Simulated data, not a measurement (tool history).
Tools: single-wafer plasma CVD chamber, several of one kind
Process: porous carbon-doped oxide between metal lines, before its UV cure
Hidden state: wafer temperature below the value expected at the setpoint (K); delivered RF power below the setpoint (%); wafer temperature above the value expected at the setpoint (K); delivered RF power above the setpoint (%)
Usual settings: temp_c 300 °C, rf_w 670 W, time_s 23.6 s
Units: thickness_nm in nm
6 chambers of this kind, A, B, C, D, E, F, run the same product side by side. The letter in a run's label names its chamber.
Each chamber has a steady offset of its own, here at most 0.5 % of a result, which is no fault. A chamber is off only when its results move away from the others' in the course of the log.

| run | hour | temp_c | rf_w | time_s | hours since the last thermocouple change | hours since the last RF generator calibration | read-back reference wafer on the same gauge, thickness_nm | thickness_nm |
|---|---|---|---|---|---|---|---|---|
| 1C | 8.8 | 300 | 670 | 23.6 | 35.1 | 1143.3 | 135.98 | 156.13 |
| 2D | 13.4 | 300 | 670 | 23.6 | 1262.4 | 1771.4 | 136.06 | 155.23 |
| 3F | 18.2 | 300 | 670 | 23.6 | 1401.3 | 669.9 | 135.93 | 155.85 |
| 4E | 24.9 | 300 | 670 | 23.6 | 853.5 | 1079.6 | 136.04 | 156.54 |
| 5B | 29.6 | 300 | 670 | 23.6 | 1489.2 | 847.5 | 136.03 | 155.38 |
| 6A | 34.7 | 300 | 670 | 23.6 | 581.3 | 1120.6 | 135.97 | 154.78 |
| 7A | 41.2 | 300 | 670 | 23.6 | 587.8 | 1127.1 | 135.96 | 157.39 |
| 8D | 51.3 | 300 | 670 | 23.6 | 1300.3 | 1809.3 | 136.06 | 155.46 |
| 9E | 61.4 | 300 | 670 | 23.6 | 890 | 1116.1 | 135.79 | 157.51 |
| 10C | 68.9 | 300 | 670 | 23.6 | 95.2 | 1203.4 | 135.97 | 154.96 |
| 11F | 74 | 300 | 670 | 25.5 | 1457.1 | 725.7 | 135.99 | 167.23 |
| 12B | 82.4 | 300 | 670 | 25.5 | 1542 | 900.3 | 136.07 | 168.65 |
| 13F | 90.1 | 300 | 670 | 25.5 | 1473.2 | 741.8 | 135.97 | 167.87 |
| 14D | 94.8 | 300 | 670 | 25.5 | 1343.8 | 1852.8 | 136.1 | 167.73 |
| 15A | 104.3 | 300 | 670 | 25.5 | 650.9 | 1190.2 | 136.07 | 167.16 |
| 16C | 110.7 | 300 | 670 | 25.5 | 137 | 1245.2 | 136.03 | 167.62 |
| 17E | 117.9 | 300 | 670 | 23.6 | 946.5 | 1172.6 | 135.95 | 156.97 |
| 18B | 123.1 | 300 | 670 | 23.6 | 1582.7 | 941 | 136 | 156.43 |
| 19D | 128.6 | 300 | 670 | 23.6 | 1377.6 | 1886.6 | 136 | 154.86 |
| 20F | 136.9 | 300 | 670 | 23.6 | 1520 | 788.6 | 136.09 | 155.27 |
| 21E | 142.6 | 300 | 670 | 23.6 | 971.2 | 1197.3 | 135.95 | 157.19 |
|  | 143 | chamber D: thermocouple changed; heater temperature recalibrated |
| 22A | 151.8 | 300 | 670 | 23.6 | 698.4 | 1237.7 | 136 | 153.99 |
| 23B | 160.6 | 300 | 670 | 23.6 | 1620.2 | 978.5 | 135.94 | 156.15 |
| 24C | 169.9 | 300 | 670 | 23.6 | 196.2 | 1304.4 | 135.93 | 156.29 |
| 25E | 179.1 | 300 | 670 | 23.6 | 1007.7 | 1233.8 | 135.95 | 156.82 |
| 26A | 183.7 | 300 | 670 | 23.6 | 730.3 | 1269.6 | 136.01 | 152.45 |
| 27D | 193.3 | 300 | 565 | 23.6 | 50.3 | 1951.3 | 135.97 | 137.95 |
| 28F | 203.1 | 300 | 565 | 23.6 | 1586.2 | 854.8 | 136.03 | 139.86 |
| 29B | 213.2 | 300 | 565 | 23.6 | 1672.8 | 1031.1 | 136.07 | 140.7 |
| 30C | 223.2 | 300 | 565 | 23.6 | 249.5 | 1357.7 | 135.9 | 139.04 |
| 31A | 230.4 | 300 | 565 | 23.6 | 777 | 1316.3 | 136.16 | 133.93 |
|  | 236 | chamber D: RF generator calibrated |
| 32F | 236.2 | 300 | 565 | 23.6 | 1619.3 | 887.9 | 135.92 | 139.43 |
| 33B | 243.1 | 300 | 670 | 23.6 | 1702.7 | 1061 | 135.83 | 157.33 |
| 34C | 248 | 300 | 670 | 23.6 | 274.3 | 1382.5 | 136.11 | 156.45 |
| 35D | 253.1 | 300 | 670 | 23.6 | 110.1 | 17.1 | 136.13 | 156.34 |
| 36E | 257.4 | 293 | 670 | 26.6 | 1086 | 1312.1 | 135.99 | 182.8 |
| 37C | 263.9 | 293 | 670 | 26.6 | 290.2 | 1398.4 | 135.94 | 182.39 |

Is one chamber off against the others, does the gauge drift, or is nothing wrong? If a chamber is off, say which, and what the likeliest cause is.

Chamber A drifts away from the others.
Cause: delivered RF power below the setpoint (%) = 7.24.

Here are 4 candidates for chamber A's next run, each the usual settings with a change, their results left as question marks. Which one brings its results back in line with what the others give on the usual settings?
In line means no further than this from the other chambers' mean on the usual settings: thickness_nm 2.1 nm
| 38A-1 | 271.1 | 286 | 670 | 23.6 |  |  |  | ? |
| 38A-2 | 271.1 | 301 | 655 | 22.9 |  |  |  | ? |
| 38A-3 | 271.1 | 300 | 720 | 23.6 |  |  |  | ? |
| 38A-4 | 271.1 | 316 | 670 | 23.6 |  |  |  | ? |

The other chambers' mean on the usual settings: thickness_nm 156.07 nm
| run | thickness_nm |
|---|---|
| 38A-1 | 162.25 |
| 38A-2 | 141.86 |
| 38A-3 | 156.33 |
| 38A-4 | 136.55 |
38A-3 brings the chamber back in line.

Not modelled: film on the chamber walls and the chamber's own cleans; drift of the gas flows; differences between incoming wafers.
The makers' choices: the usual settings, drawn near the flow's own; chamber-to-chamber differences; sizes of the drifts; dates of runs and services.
